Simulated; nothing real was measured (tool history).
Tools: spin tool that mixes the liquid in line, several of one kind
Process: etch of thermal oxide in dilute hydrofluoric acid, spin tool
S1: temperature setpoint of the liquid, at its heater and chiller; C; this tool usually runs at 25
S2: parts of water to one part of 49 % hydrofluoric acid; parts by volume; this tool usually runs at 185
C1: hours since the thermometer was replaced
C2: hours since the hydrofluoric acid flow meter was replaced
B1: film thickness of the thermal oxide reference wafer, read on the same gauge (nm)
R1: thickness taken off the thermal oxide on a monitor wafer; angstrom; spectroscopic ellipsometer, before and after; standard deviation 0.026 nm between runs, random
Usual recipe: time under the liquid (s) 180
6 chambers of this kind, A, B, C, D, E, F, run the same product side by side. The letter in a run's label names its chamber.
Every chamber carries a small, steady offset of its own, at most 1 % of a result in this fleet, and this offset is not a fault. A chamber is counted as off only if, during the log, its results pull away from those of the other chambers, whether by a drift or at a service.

Run 1C, day 0.204: usual settings; C1 160.5; C2 600.2; B1 149.99. Result: R1 42.142 angstrom.
Run 2F, day 0.379: usual settings; C1 869.2; C2 512.9; B1 150. Result: R1 42.804 angstrom.
Run 3A, day 0.558: usual settings; C1 2369.3; C2 463.4; B1 150.01. Result: R1 42.555 angstrom.
Run 4D, day 0.717: usual settings; C1 1776.4; C2 650.2; B1 150. Result: R1 42.534 angstrom.
Run 5E, day 0.888: usual settings; C1 414.2; C2 1081.8; B1 149.98. Result: R1 42.786 angstrom.
Run 6B, day 1.029: usual settings; C1 145.7; C2 50.5; B1 150.03. Result: R1 42.806 angstrom.
Run 7F, day 1.242: usual settings; C1 889.9; C2 533.6; B1 150. Result: R1 43.178 angstrom.
Run 8C, day 1.383: usual settings; C1 188.8; C2 628.5; B1 150. Result: R1 42.746 angstrom.
Run 9A, day 1.558: usual settings; C1 2393.3; C2 487.4; B1 149.99. Result: R1 42.48 angstrom.
Run 10E, day 1.775: usual settings; C1 435.5; C2 1103.1; B1 149.99. Result: R1 43.031 angstrom.
Run 11B, day 1.917: usual settings; C1 167; C2 71.8; B1 149.99. Result: R1 42.824 angstrom.
Run 12D, day 2.117: usual settings but S2 245 parts by volume; C1 1810; C2 683.8; B1 149.98. Result: R1 30.268 angstrom.
Run 13A, day 2.225: usual settings but S2 245 parts by volume; C1 2409.3; C2 503.4; B1 150.02. Result: R1 30.487 angstrom.
Run 14C, day 2.367: usual settings but S2 245 parts by volume; C1 212.4; C2 652.1; B1 149.99. Result: R1 30.313 angstrom.
Run 15E, day 2.504: usual settings but S2 245 parts by volume; C1 453; C2 1120.6; B1 150.01. Result: R1 30.755 angstrom.
Run 16B, day 2.704: usual settings but S2 245 parts by volume; C1 185.9; C2 90.7; B1 150. Result: R1 30.557 angstrom.
Run 17D, day 2.879: usual settings but S2 245 parts by volume; C1 1828.3; C2 702.1; B1 150.03. Result: R1 30.318 angstrom.
Run 18F, day 3.092: usual settings but S2 260 parts by volume, time under the liquid (s) 115; C1 934.3; C2 578; B1 149.99. Result: R1 17.924 angstrom.
Run 19C, day 3.229: usual settings but S2 260 parts by volume, time under the liquid (s) 115; C1 233.1; C2 672.8; B1 150. Result: R1 17.804 angstrom.
Run 20A, day 3.379: usual settings but S2 260 parts by volume, time under the liquid (s) 115; C1 2437; C2 531.1; B1 150. Result: R1 18.076 angstrom.
Run 21E, day 3.588: usual settings but S2 260 parts by volume, time under the liquid (s) 115; C1 479; C2 1146.6; B1 150. Result: R1 18.51 angstrom.
Run 22B, day 3.738: usual settings but S2 260 parts by volume, time under the liquid (s) 115; C1 210.7; C2 115.5; B1 149.98. Result: R1 17.844 angstrom.
Run 23D, day 3.867: usual settings but S2 260 parts by volume, time under the liquid (s) 115; C1 1852; C2 725.8; B1 150.01. Result: R1 17.9 angstrom.
Run 24F, day 4.042: usual settings; C1 957.1; C2 600.8; B1 149.99. Result: R1 43.072 angstrom.
Run 25D, day 4.2: usual settings; C1 1860; C2 733.8; B1 150.01. Result: R1 41.862 angstrom.
Run 26C, day 4.329: usual settings; C1 259.5; C2 699.2; B1 150.03. Result: R1 42.071 angstrom.
Run 27E, day 4.521: usual settings; C1 501.4; C2 1169; B1 149.97. Result: R1 45.411 angstrom.
Run 28F, day 4.658: usual settings; C1 971.9; C2 615.6; B1 149.98. Result: R1 43.135 angstrom.
Run 29A, day 4.879: usual settings; C1 2473; C2 567.1; B1 150.01. Result: R1 42.787 angstrom.
Run 30B, day 5.088: usual settings; C1 243.1; C2 147.9; B1 150.01. Result: R1 43.069 angstrom.
Run 31F, day 5.2: usual settings; C1 984.9; C2 628.6; B1 149.99. Result: R1 42.886 angstrom.
Run 32B, day 5.417: usual settings; C1 251; C2 155.8; B1 150. Result: R1 42.774 angstrom.
Run 33C, day 5.608: usual settings; C1 290.2; C2 729.9; B1 150.01. Result: R1 42.768 angstrom.
Run 34E, day 5.775: usual settings; C1 531.5; C2 1199.1; B1 149.97. Result: R1 45.839 angstrom.
Run 35A, day 5.946: usual settings; C1 2498.6; C2 592.7; B1 150.01. Result: R1 42.798 angstrom.
Run 36D, day 6.117: usual settings; C1 1906; C2 779.8; B1 149.97. Result: R1 42.212 angstrom.
Run 37F, day 6.275: usual settings; C1 1010.7; C2 654.4; B1 150. Result: R1 43.108 angstrom.

Is one chamber out of step, is the gauge drifting, or do the chambers differ by no more than their own small offsets? For an off chamber, give its letter and the likeliest cause.

It is chamber E that slowly wanders off from its peers.
What lies behind it: liquid hotter than its thermometer reads (K) = 2.29.
The log may not tell that from: hydrofluoric acid flow above the setpoint (%).

Here are 4 candidates for chamber E's next run, each the usual settings with a change, their results left as question marks. Which one brings its results back in line with what the others give on the usual settings?
Allowed miss from the other chambers' usual-settings mean, per result, to count as in line: R1 0.92 angstrom
Run 38E-1, day 6.433: usual settings but S1 26 C. Result: R1 ?.
Run 38E-2, day 6.433: usual settings but S1 24 C. Result: R1 ?.
Run 38E-3, day 6.433: usual settings but S2 200 parts by volume. Result: R1 ?.
Run 38E-4, day 6.433: usual settings but S2 180 parts by volume, time under the liquid (s) 190. Result: R1 ?.

Usual-settings mean across the other chambers: R1 42.667 angstrom
  run      R1
38E-1  48.444
38E-2  45.028
38E-3  42.466
38E-4  50.989
With 38E-3, the chamber falls back in line with the rest.
